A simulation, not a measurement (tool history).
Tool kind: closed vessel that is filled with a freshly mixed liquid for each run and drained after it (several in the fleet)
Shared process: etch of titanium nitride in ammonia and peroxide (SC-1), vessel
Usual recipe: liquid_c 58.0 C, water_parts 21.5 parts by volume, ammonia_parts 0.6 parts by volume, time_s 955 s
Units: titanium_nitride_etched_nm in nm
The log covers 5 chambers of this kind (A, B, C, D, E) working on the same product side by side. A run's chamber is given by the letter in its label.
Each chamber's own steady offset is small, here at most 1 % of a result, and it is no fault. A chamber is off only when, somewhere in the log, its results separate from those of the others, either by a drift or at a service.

| run | hour | liquid_c | water_parts | ammonia_parts | time_s | hours since the thermometer was replaced | hours since the ammonia flow meter was replaced | hours since the drum of ammonia solution was connected | read-back film thickness of the titanium nitride reference wafer, read on the same gauge (nm) | titanium_nitride_etched_nm |
|---|---|---|---|---|---|---|---|---|---|---|
| 1D | 8.1 | 58.0 | 21.5 | 0.6 | 955 | 2345.1 | 458.1 | 1067.9 | 30.011 | 52.145 |
| 2E | 24.7 | 58.0 | 21.5 | 0.6 | 955 | 1546.5 | 124.3 | 338.0 | 29.999 | 52.953 |
| 3B | 32.2 | 58.0 | 21.5 | 0.6 | 955 | 707.0 | 1864.4 | 228.1 | 30.000 | 51.894 |
| 4A | 43.4 | 58.0 | 21.5 | 0.6 | 955 | 1917.4 | 1671.3 | 463.6 | 29.999 | 52.188 |
| 5C | 52.0 | 58.0 | 21.5 | 0.6 | 955 | 1085.6 | 1493.9 | 64.7 | 29.984 | 52.732 |
| 6E | 60.3 | 58.0 | 21.5 | 0.6 | 955 | 1582.1 | 159.9 | 373.6 | 29.987 | 53.830 |
|  | 61.7 | chamber B: ammonia flow meter replaced |
| 7D | 75.1 | 58.0 | 21.5 | 0.6 | 955 | 2412.1 | 525.1 | 1134.9 | 29.998 | 52.353 |
| 8C | 86.6 | 58.0 | 21.5 | 0.6 | 955 | 1120.2 | 1528.5 | 99.3 | 29.974 | 53.297 |
| 9A | 103.0 | 58.0 | 21.5 | 0.6 | 955 | 1977.0 | 1730.9 | 523.2 | 29.940 | 52.172 |
|  | 105.5 | chamber D: new drum of ammonia solution connected |
| 10B | 119.5 | 51.0 | 30.0 | 0.6 | 955 | 794.3 | 57.8 | 315.4 | 29.986 | 26.607 |
| 11C | 126.8 | 51.0 | 30.0 | 0.6 | 955 | 1160.4 | 1568.7 | 139.5 | 30.002 | 27.775 |
| 12E | 136.3 | 51.0 | 30.0 | 0.6 | 955 | 1658.1 | 235.9 | 449.6 | 30.032 | 26.992 |
| 13A | 144.4 | 51.0 | 30.0 | 0.6 | 955 | 2018.4 | 1772.3 | 564.6 | 29.959 | 26.807 |
| 14B | 152.9 | 51.0 | 30.0 | 0.6 | 955 | 827.7 | 91.2 | 348.8 | 29.987 | 27.069 |
| 15D | 166.1 | 58.0 | 21.5 | 0.6 | 955 | 2503.1 | 616.1 | 60.6 | 30.028 | 52.441 |
| 16B | 176.1 | 58.0 | 21.5 | 0.6 | 955 | 850.9 | 114.4 | 372.0 | 29.988 | 52.189 |
| 17E | 183.7 | 58.0 | 21.5 | 0.6 | 955 | 1705.5 | 283.3 | 497.0 | 30.005 | 52.605 |
| 18C | 193.6 | 58.0 | 21.5 | 0.6 | 955 | 1227.2 | 1635.5 | 206.3 | 30.028 | 52.050 |
| 19D | 206.3 | 58.0 | 21.5 | 0.7 | 955 | 2543.3 | 656.3 | 100.8 | 29.978 | 54.109 |
| 20A | 213.9 | 58.0 | 21.5 | 0.7 | 955 | 2087.9 | 1841.8 | 634.1 | 29.971 | 53.709 |
| 21E | 228.7 | 58.0 | 21.5 | 0.7 | 955 | 1750.5 | 328.3 | 542.0 | 30.060 | 53.389 |
| 22C | 236.0 | 58.0 | 21.5 | 0.7 | 955 | 1269.6 | 1677.9 | 248.7 | 29.992 | 52.850 |
| 23B | 244.1 | 58.0 | 21.5 | 0.7 | 955 | 918.9 | 182.4 | 440.0 | 30.030 | 53.745 |
| 24A | 254.2 | 58.0 | 21.5 | 0.6 | 955 | 2128.2 | 1882.1 | 674.4 | 29.976 | 51.627 |
| 25D | 264.6 | 58.0 | 21.5 | 0.6 | 955 | 2601.6 | 714.6 | 159.1 | 29.967 | 52.367 |
| 26C | 275.8 | 58.0 | 21.5 | 0.6 | 955 | 1309.4 | 1717.7 | 288.5 | 29.973 | 50.226 |
| 27E | 291.7 | 52.5 | 11.0 | 0.6 | 955 | 1813.5 | 391.3 | 605.0 | 30.008 | 51.895 |
| 28D | 303.5 | 52.5 | 11.0 | 0.6 | 955 | 2640.5 | 753.5 | 198.0 | 29.981 | 52.563 |
| 29A | 316.6 | 52.5 | 11.0 | 0.6 | 955 | 2190.6 | 1944.5 | 736.8 | 29.979 | 52.069 |
| 30B | 332.9 | 52.5 | 11.0 | 0.6 | 955 | 1007.7 | 271.2 | 528.8 | 29.980 | 51.066 |
| 31D | 341.9 | 52.5 | 11.0 | 0.6 | 955 | 2678.9 | 791.9 | 236.4 | 30.024 | 53.121 |
| 32E | 358.3 | 58.0 | 21.5 | 0.6 | 955 | 1880.1 | 457.9 | 671.6 | 29.984 | 52.732 |
| 33B | 367.9 | 58.0 | 21.5 | 0.6 | 955 | 1042.7 | 306.2 | 563.8 | 30.004 | 51.928 |
| 34A | 381.2 | 58.0 | 21.5 | 0.6 | 955 | 2255.2 | 2009.1 | 801.4 | 29.992 | 51.702 |
| 35C | 389.9 | 58.0 | 21.5 | 0.6 | 955 | 1423.5 | 1831.8 | 402.6 | 29.960 | 49.366 |
| 36B | 399.1 | 58.0 | 15.5 | 0.6 | 955 | 1073.9 | 337.4 | 595.0 | 30.001 | 62.502 |
| 37D | 407.0 | 58.0 | 15.5 | 0.6 | 955 | 2744.0 | 857.0 | 301.5 | 29.977 | 63.661 |
| 38C | 420.7 | 58.0 | 15.5 | 0.6 | 955 | 1454.3 | 1862.6 | 433.4 | 29.963 | 59.393 |
| 39A | 434.6 | 58.0 | 15.5 | 0.6 | 955 | 2308.6 | 2062.5 | 854.8 | 29.994 | 61.960 |
| 40E | 442.3 | 58.0 | 15.5 | 0.6 | 955 | 1964.1 | 541.9 | 755.6 | 29.967 | 63.445 |
| 41B | 452.0 | 58.0 | 21.5 | 0.6 | 955 | 1126.8 | 390.3 | 647.9 | 29.989 | 52.353 |
| 42A | 468.6 | 58.0 | 17.0 | 0.6 | 715 | 2342.6 | 2096.5 | 888.8 | 30.001 | 44.017 |
| 43E | 476.8 | 58.0 | 17.0 | 0.6 | 715 | 1998.6 | 576.4 | 790.1 | 29.995 | 44.928 |

Next, every chamber runs the same settings. What will each give?
| 44A | 488.7 | 58.0 | 21.5 | 0.6 | 955 |  |  |  |  | ? |
| 44B | 488.7 | 58.0 | 21.5 | 0.6 | 955 |  |  |  |  | ? |
| 44C | 488.7 | 58.0 | 21.5 | 0.6 | 955 |  |  |  |  | ? |
| 44D | 488.7 | 58.0 | 21.5 | 0.6 | 955 |  |  |  |  | ? |
| 44E | 488.7 | 58.0 | 21.5 | 0.6 | 955 |  |  |  |  | ? |

| run | titanium_nitride_etched_nm |
|---|---|
| 44A | 52.610 |
| 44B | 51.944 |
| 44C | 48.112 |
| 44D | 52.282 |
| 44E | 52.377 |

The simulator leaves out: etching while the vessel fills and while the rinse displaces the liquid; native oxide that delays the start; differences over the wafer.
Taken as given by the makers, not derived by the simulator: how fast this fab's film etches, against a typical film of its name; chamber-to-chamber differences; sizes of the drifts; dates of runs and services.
